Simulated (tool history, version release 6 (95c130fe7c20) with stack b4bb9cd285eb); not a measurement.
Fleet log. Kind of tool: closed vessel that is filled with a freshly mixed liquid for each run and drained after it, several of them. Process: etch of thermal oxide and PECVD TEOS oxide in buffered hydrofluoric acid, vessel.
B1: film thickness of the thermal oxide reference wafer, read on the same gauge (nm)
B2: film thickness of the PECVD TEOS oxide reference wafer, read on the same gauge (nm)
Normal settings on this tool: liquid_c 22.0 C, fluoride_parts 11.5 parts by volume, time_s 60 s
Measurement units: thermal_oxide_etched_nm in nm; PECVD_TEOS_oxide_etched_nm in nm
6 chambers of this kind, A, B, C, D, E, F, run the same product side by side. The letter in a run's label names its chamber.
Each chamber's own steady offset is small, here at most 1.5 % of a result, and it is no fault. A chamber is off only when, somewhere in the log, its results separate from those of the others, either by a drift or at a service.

Run 1A, day 0.408: usual settings; B1 79.996; B2 120.02. Result: thermal_oxide_etched_nm 53.388 nm, PECVD_TEOS_oxide_etched_nm 147.710 nm.
At day 0.708: chamber D: thermometer replaced.
Run 2B, day 0.762: usual settings; B1 80.022; B2 119.98. Result: thermal_oxide_etched_nm 54.042 nm, PECVD_TEOS_oxide_etched_nm 150.150 nm.
Run 3E, day 1.317: usual settings; B1 80.026; B2 119.96. Result: thermal_oxide_etched_nm 52.768 nm, PECVD_TEOS_oxide_etched_nm 149.530 nm.
Run 4F, day 1.592: usual settings; B1 79.977; B2 119.99. Result: thermal_oxide_etched_nm 53.240 nm, PECVD_TEOS_oxide_etched_nm 150.660 nm.
Run 5D, day 1.996: usual settings; B1 79.985; B2 120.00. Result: thermal_oxide_etched_nm 53.534 nm, PECVD_TEOS_oxide_etched_nm 147.510 nm.
Run 6C, day 2.492: usual settings; B1 79.977; B2 119.98. Result: thermal_oxide_etched_nm 53.667 nm, PECVD_TEOS_oxide_etched_nm 147.710 nm.
Run 7D, day 2.754: usual settings; B1 79.974; B2 119.98. Result: thermal_oxide_etched_nm 52.756 nm, PECVD_TEOS_oxide_etched_nm 148.840 nm.
Run 8A, day 3.333: usual settings but liquid_c 17.5 C, fluoride_parts 7.0 parts by volume; B1 79.996; B2 119.99. Result: thermal_oxide_etched_nm 66.112 nm, PECVD_TEOS_oxide_etched_nm 181.770 nm.
Run 9B, day 3.921: usual settings but liquid_c 17.5 C, fluoride_parts 7.0 parts by volume; B1 80.022; B2 119.99. Result: thermal_oxide_etched_nm 66.087 nm, PECVD_TEOS_oxide_etched_nm 184.010 nm.
Run 10E, day 4.450: usual settings but liquid_c 17.5 C, fluoride_parts 7.0 parts by volume; B1 79.992; B2 120.00. Result: thermal_oxide_etched_nm 65.690 nm, PECVD_TEOS_oxide_etched_nm 186.130 nm.
Run 11C, day 4.800: usual settings but liquid_c 17.5 C, fluoride_parts 7.0 parts by volume; B1 80.015; B2 120.03. Result: thermal_oxide_etched_nm 65.920 nm, PECVD_TEOS_oxide_etched_nm 182.770 nm.
Run 12F, day 5.179: usual settings but liquid_c 17.5 C, fluoride_parts 7.0 parts by volume; B1 79.997; B2 119.99. Result: thermal_oxide_etched_nm 66.209 nm, PECVD_TEOS_oxide_etched_nm 186.340 nm.
Run 13D, day 5.517: usual settings but liquid_c 17.5 C, fluoride_parts 7.0 parts by volume; B1 80.001; B2 120.00. Result: thermal_oxide_etched_nm 66.814 nm, PECVD_TEOS_oxide_etched_nm 186.110 nm.
Run 14E, day 6.088: usual settings; B1 80.003; B2 120.01. Result: thermal_oxide_etched_nm 52.860 nm, PECVD_TEOS_oxide_etched_nm 150.380 nm.
Run 15F, day 6.488: usual settings but liquid_c 17.5 C, fluoride_parts 7.0 parts by volume; B1 79.990; B2 120.01. Result: thermal_oxide_etched_nm 66.314 nm, PECVD_TEOS_oxide_etched_nm 188.130 nm.
Run 16B, day 6.958: usual settings but liquid_c 17.5 C, fluoride_parts 7.0 parts by volume; B1 80.016; B2 120.02. Result: thermal_oxide_etched_nm 66.323 nm, PECVD_TEOS_oxide_etched_nm 184.260 nm.
Run 17C, day 7.429: usual settings but liquid_c 17.5 C, fluoride_parts 7.0 parts by volume; B1 80.003; B2 119.99. Result: thermal_oxide_etched_nm 66.144 nm, PECVD_TEOS_oxide_etched_nm 183.420 nm.
Run 18A, day 7.888: usual settings but liquid_c 17.5 C, fluoride_parts 7.0 parts by volume; B1 79.985; B2 120.00. Result: thermal_oxide_etched_nm 66.777 nm, PECVD_TEOS_oxide_etched_nm 184.130 nm.
Run 19A, day 8.338: usual settings but liquid_c 17.5 C, fluoride_parts 7.0 parts by volume; B1 79.994; B2 120.00. Result: thermal_oxide_etched_nm 66.448 nm, PECVD_TEOS_oxide_etched_nm 183.330 nm.
Run 20B, day 8.742: usual settings but liquid_c 17.5 C, fluoride_parts 7.0 parts by volume; B1 80.013; B2 119.99. Result: thermal_oxide_etched_nm 66.544 nm, PECVD_TEOS_oxide_etched_nm 184.420 nm.
Run 21D, day 9.342: usual settings; B1 79.991; B2 120.04. Result: thermal_oxide_etched_nm 52.948 nm, PECVD_TEOS_oxide_etched_nm 148.390 nm.
Run 22C, day 9.654: usual settings but time_s 30 s; B1 79.974; B2 120.01. Result: thermal_oxide_etched_nm 26.837 nm, PECVD_TEOS_oxide_etched_nm 73.391 nm.
Run 23E, day 10.217: usual settings but time_s 30 s; B1 79.958; B2 120.00. Result: thermal_oxide_etched_nm 26.286 nm, PECVD_TEOS_oxide_etched_nm 75.227 nm.
Run 24F, day 10.700: usual settings but time_s 30 s; B1 80.040; B2 120.00. Result: thermal_oxide_etched_nm 26.549 nm, PECVD_TEOS_oxide_etched_nm 74.965 nm.
At day 11.062: chamber B: hydrofluoric acid flow meter replaced.
Run 25B, day 11.138: usual settings but time_s 30 s; B1 79.997; B2 119.99. Result: thermal_oxide_etched_nm 26.852 nm, PECVD_TEOS_oxide_etched_nm 74.665 nm.
At day 11.321: chamber A: thermometer replaced.
Run 26F, day 11.692: usual settings but time_s 30 s; B1 79.962; B2 120.00. Result: thermal_oxide_etched_nm 26.569 nm, PECVD_TEOS_oxide_etched_nm 75.211 nm.
Run 27D, day 12.058: usual settings but time_s 30 s; B1 79.997; B2 120.00. Result: thermal_oxide_etched_nm 26.472 nm, PECVD_TEOS_oxide_etched_nm 74.361 nm.
At day 12.079: chamber F: hydrofluoric acid flow meter replaced.
Run 28A, day 12.350: usual settings; B1 80.006; B2 119.98. Result: thermal_oxide_etched_nm 53.724 nm, PECVD_TEOS_oxide_etched_nm 148.790 nm.
Run 29E, day 12.658: usual settings; B1 79.995; B2 119.98. Result: thermal_oxide_etched_nm 52.217 nm, PECVD_TEOS_oxide_etched_nm 149.580 nm.
At day 12.662: chamber C: thermometer replaced.
Run 30C, day 13.058: usual settings; B1 79.981; B2 119.99. Result: thermal_oxide_etched_nm 53.253 nm, PECVD_TEOS_oxide_etched_nm 147.170 nm.
Run 31F, day 13.429: usual settings; B1 79.963; B2 120.00. Result: thermal_oxide_etched_nm 53.144 nm, PECVD_TEOS_oxide_etched_nm 150.600 nm.
At day 13.692: chamber E: hydrofluoric acid flow meter replaced.
Run 32D, day 13.821: usual settings; B1 79.983; B2 119.98. Result: thermal_oxide_etched_nm 53.090 nm, PECVD_TEOS_oxide_etched_nm 147.600 nm.
Run 33B, day 14.362: usual settings; B1 79.995; B2 119.98. Result: thermal_oxide_etched_nm 53.733 nm, PECVD_TEOS_oxide_etched_nm 149.120 nm.
Run 34E, day 14.692: usual settings; B1 80.012; B2 119.98. Result: thermal_oxide_etched_nm 52.245 nm, PECVD_TEOS_oxide_etched_nm 150.410 nm.
Run 35C, day 15.117: usual settings; B1 80.000; B2 120.01. Result: thermal_oxide_etched_nm 53.414 nm, PECVD_TEOS_oxide_etched_nm 149.180 nm.
Run 36A, day 15.417: usual settings; B1 79.986; B2 120.02. Result: thermal_oxide_etched_nm 53.751 nm, PECVD_TEOS_oxide_etched_nm 147.350 nm.
Run 37D, day 15.921: usual settings; B1 80.006; B2 120.00. Result: thermal_oxide_etched_nm 53.207 nm, PECVD_TEOS_oxide_etched_nm 148.500 nm.
Run 38C, day 16.500: usual settings; B1 80.003; B2 119.99. Result: thermal_oxide_etched_nm 53.891 nm, PECVD_TEOS_oxide_etched_nm 147.080 nm.
Run 39E, day 17.100: usual settings; B1 79.969; B2 119.98. Result: thermal_oxide_etched_nm 52.735 nm, PECVD_TEOS_oxide_etched_nm 149.740 nm.
Run 40B, day 17.525: usual settings but fluoride_parts 14.0 parts by volume, time_s 90 s; B1 80.017; B2 119.99. Result: thermal_oxide_etched_nm 66.810 nm, PECVD_TEOS_oxide_etched_nm 183.840 nm.
Run 41A, day 18.021: usual settings but fluoride_parts 14.0 parts by volume, time_s 90 s; B1 79.993; B2 120.00. Result: thermal_oxide_etched_nm 66.522 nm, PECVD_TEOS_oxide_etched_nm 183.290 nm.

Next, all 6 chambers run the settings below, one line each with question marks for the results. What does each chamber give?
Run 42A, day 18.454: usual settings. Result: thermal_oxide_etched_nm ?, PECVD_TEOS_oxide_etched_nm ?.
Run 42B, day 18.454: usual settings. Result: thermal_oxide_etched_nm ?, PECVD_TEOS_oxide_etched_nm ?.
Run 42C, day 18.454: usual settings. Result: thermal_oxide_etched_nm ?, PECVD_TEOS_oxide_etched_nm ?.
Run 42D, day 18.454: usual settings. Result: thermal_oxide_etched_nm ?, PECVD_TEOS_oxide_etched_nm ?.
Run 42E, day 18.454: usual settings. Result: thermal_oxide_etched_nm ?, PECVD_TEOS_oxide_etched_nm ?.
Run 42F, day 18.454: usual settings. Result: thermal_oxide_etched_nm ?, PECVD_TEOS_oxide_etched_nm ?.

run  thermal_oxide_etched_nm  PECVD_TEOS_oxide_etched_nm
42A                   54.183                     147.000
42B                   53.345                     148.490
42C                   53.512                     147.350
42D                   53.145                     149.450
42E                   52.661                     150.310
42F                   53.033                     150.740
